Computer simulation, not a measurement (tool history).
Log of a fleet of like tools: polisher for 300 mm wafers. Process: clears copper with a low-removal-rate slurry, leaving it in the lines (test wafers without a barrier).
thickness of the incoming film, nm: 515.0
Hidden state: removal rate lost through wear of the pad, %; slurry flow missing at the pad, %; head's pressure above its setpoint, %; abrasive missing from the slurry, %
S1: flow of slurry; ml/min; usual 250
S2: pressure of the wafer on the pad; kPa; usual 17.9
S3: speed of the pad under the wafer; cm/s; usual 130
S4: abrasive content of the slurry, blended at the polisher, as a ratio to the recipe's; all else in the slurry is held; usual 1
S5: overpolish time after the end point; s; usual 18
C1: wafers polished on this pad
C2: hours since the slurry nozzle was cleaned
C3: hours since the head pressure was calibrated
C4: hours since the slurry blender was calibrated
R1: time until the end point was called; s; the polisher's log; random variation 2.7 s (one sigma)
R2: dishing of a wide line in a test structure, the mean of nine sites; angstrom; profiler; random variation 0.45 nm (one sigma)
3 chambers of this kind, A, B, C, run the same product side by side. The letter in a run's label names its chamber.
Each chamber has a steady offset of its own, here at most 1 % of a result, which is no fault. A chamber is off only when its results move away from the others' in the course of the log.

Run 1B, hour 5.6: usual settings; C1 384; C2 681.5; C3 314.5; C4 173.8. Result: R1 142.69 s, R2 406.52 angstrom.
Run 2C, hour 9.3: usual settings; C1 66; C2 44.1; C3 75.8; C4 42.1. Result: R1 139.54 s, R2 402.21 angstrom.
Run 3A, hour 14.9: usual settings; C1 596; C2 744.6; C3 192.4; C4 214.6. Result: R1 140.04 s, R2 402.57 angstrom.
At hour 17.3: chamber B: slurry nozzle cleaned.
Run 4B, hour 22.1: usual settings; C1 469; C2 4.8; C3 331; C4 190.3. Result: R1 142.3 s, R2 407.48 angstrom.
At hour 23.6: chamber A: worn pad replaced by a new one.
Run 5C, hour 29.9: usual settings; C1 171; C2 64.7; C3 96.4; C4 62.7. Result: R1 137.01 s, R2 405.53 angstrom.
Run 6A, hour 37: usual settings; C1 69; C2 766.7; C3 214.5; C4 236.7. Result: R1 139.37 s, R2 400.35 angstrom.
Run 7A, hour 44.4: usual settings but S4 1.2, S5 14 s; C1 107; C2 774.1; C3 221.9; C4 244.1. Result: R1 133.76 s, R2 338.9 angstrom.
Run 8B, hour 48.4: usual settings but S4 1.2, S5 14 s; C1 604; C2 31.1; C3 357.3; C4 216.6. Result: R1 136.26 s, R2 344.89 angstrom.
Run 9C, hour 53.1: usual settings but S4 1.2, S5 14 s; C1 291; C2 87.9; C3 119.6; C4 85.9. Result: R1 131.91 s, R2 342.25 angstrom.
Run 10A, hour 58.6: usual settings; C1 180; C2 788.3; C3 236.1; C4 258.3. Result: R1 138.72 s, R2 400.1 angstrom.
Run 11C, hour 65.2: usual settings; C1 353; C2 100; C3 131.7; C4 98. Result: R1 141.83 s, R2 402.84 angstrom.
Run 12B, hour 69.5: usual settings; C1 712; C2 52.2; C3 378.4; C4 237.7. Result: R1 139.43 s, R2 400.33 angstrom.
Run 13B, hour 73.5: usual settings; C1 733; C2 56.2; C3 382.4; C4 241.7. Result: R1 139.45 s, R2 394.75 angstrom.
Run 14C, hour 78.7: usual settings; C1 422; C2 113.5; C3 145.2; C4 111.5. Result: R1 134.04 s, R2 405.43 angstrom.
Run 15A, hour 84.6: usual settings; C1 313; C2 814.3; C3 262.1; C4 284.3. Result: R1 142.3 s, R2 400.29 angstrom.
At hour 85.8: chamber B: slurry blender recalibrated.
At hour 87.2: chamber A: slurry nozzle cleaned.
Run 16A, hour 88.3: usual settings; C1 332; C2 1.1; C3 265.8; C4 288. Result: R1 139.74 s, R2 402.22 angstrom.
Run 17C, hour 95.9: usual settings; C1 510; C2 130.7; C3 162.4; C4 128.7. Result: R1 141.51 s, R2 403.67 angstrom.
At hour 97: chamber A: slurry blender recalibrated.
Run 18B, hour 102.6: usual settings; C1 882; C2 85.3; C3 411.5; C4 16.8. Result: R1 146.05 s, R2 393.69 angstrom.
Run 19C, hour 107.1: usual settings but S1 180 ml/min, S4 0.9; C1 568; C2 141.9; C3 173.6; C4 139.9. Result: R1 154.83 s, R2 381.63 angstrom.
Run 20A, hour 114: usual settings but S1 180 ml/min, S4 0.9; C1 464; C2 26.8; C3 291.5; C4 17.1. Result: R1 149.7 s, R2 378.91 angstrom.
At hour 116.8: chamber C: slurry blender recalibrated.
Run 21B, hour 118.2: usual settings but S1 180 ml/min, S4 0.9; C1 962; C2 100.9; C3 427.1; C4 32.4. Result: R1 158.08 s, R2 369.86 angstrom.
Run 22B, hour 122: usual settings; C1 982; C2 104.7; C3 430.9; C4 36.2. Result: R1 144.23 s, R2 394.05 angstrom.
Run 23A, hour 128.8: usual settings; C1 540; C2 41.6; C3 306.3; C4 31.9. Result: R1 137.68 s, R2 399.85 angstrom.
Run 24C, hour 132.8: usual settings; C1 700; C2 167.6; C3 199.3; C4 16.1. Result: R1 137.68 s, R2 405.28 angstrom.
At hour 137.1: chamber A: worn pad replaced by a new one.
Run 25B, hour 138.9: usual settings; C1 1069; C2 121.6; C3 447.8; C4 53.1. Result: R1 148.11 s, R2 388.64 angstrom.
Run 26C, hour 144.7: usual settings; C1 761; C2 179.5; C3 211.2; C4 28. Result: R1 141.97 s, R2 402.98 angstrom.
Run 27A, hour 151.4: usual settings; C1 73; C2 64.2; C3 328.9; C4 54.5. Result: R1 142.96 s, R2 404.2 angstrom.
Run 28A, hour 157.9: usual settings; C1 107; C2 70.7; C3 335.4; C4 61. Result: R1 142.6 s, R2 398.57 angstrom.
Run 29B, hour 162.1: usual settings but S2 15.2 kPa, S3 104 cm/s; C1 1188; C2 144.8; C3 471; C4 76.3. Result: R1 226.67 s, R2 275.46 angstrom.
Run 30C, hour 165.8: usual settings but S2 15.2 kPa, S3 104 cm/s; C1 869; C2 200.6; C3 232.3; C4 49.1. Result: R1 212.38 s, R2 290.43 angstrom.
Run 31B, hour 170.8: usual settings but S2 15.2 kPa, S3 104 cm/s; C1 1233; C2 153.5; C3 479.7; C4 85. Result: R1 231.59 s, R2 264.85 angstrom.
Run 32A, hour 174.6: usual settings; C1 192; C2 87.4; C3 352.1; C4 77.7. Result: R1 145.87 s, R2 400.51 angstrom.
Run 33C, hour 178.4: usual settings; C1 934; C2 213.2; C3 244.9; C4 61.7. Result: R1 139.73 s, R2 401 angstrom.
Run 34A, hour 182: usual settings; C1 230; C2 94.8; C3 359.5; C4 85.1. Result: R1 140.77 s, R2 412 angstrom.
Run 35B, hour 188.9: usual settings but S1 190 ml/min, S5 9 s; C1 1326; C2 171.6; C3 497.8; C4 103.1. Result: R1 164.54 s, R2 207.69 angstrom.
Run 36C, hour 194.8: usual settings but S1 190 ml/min, S5 9 s; C1 1018; C2 229.6; C3 261.3; C4 78.1. Result: R1 144.15 s, R2 225.21 angstrom.
Run 37C, hour 202.7: usual settings but S1 190 ml/min, S5 9 s; C1 1059; C2 237.5; C3 269.2; C4 86. Result: R1 149.52 s, R2 224.44 angstrom.
At hour 204.5: chamber B: head pressure recalibrated.
Run 38B, hour 209: usual settings; C1 1429; C2 191.7; C3 4.5; C4 123.2. Result: R1 162.26 s, R2 366.26 angstrom.

All 3 chambers run these settings next. Forecast each chamber's results:
Run 39A, hour 215: usual settings but S5 25 s. Result: R1 ?, R2 ?.
Run 39B, hour 215: usual settings but S5 25 s. Result: R1 ?, R2 ?.
Run 39C, hour 215: usual settings but S5 25 s. Result: R1 ?, R2 ?.

run      R1      R2
39A  144.97  501.27
39B  154.79   460.9
39C  142.59  499.25

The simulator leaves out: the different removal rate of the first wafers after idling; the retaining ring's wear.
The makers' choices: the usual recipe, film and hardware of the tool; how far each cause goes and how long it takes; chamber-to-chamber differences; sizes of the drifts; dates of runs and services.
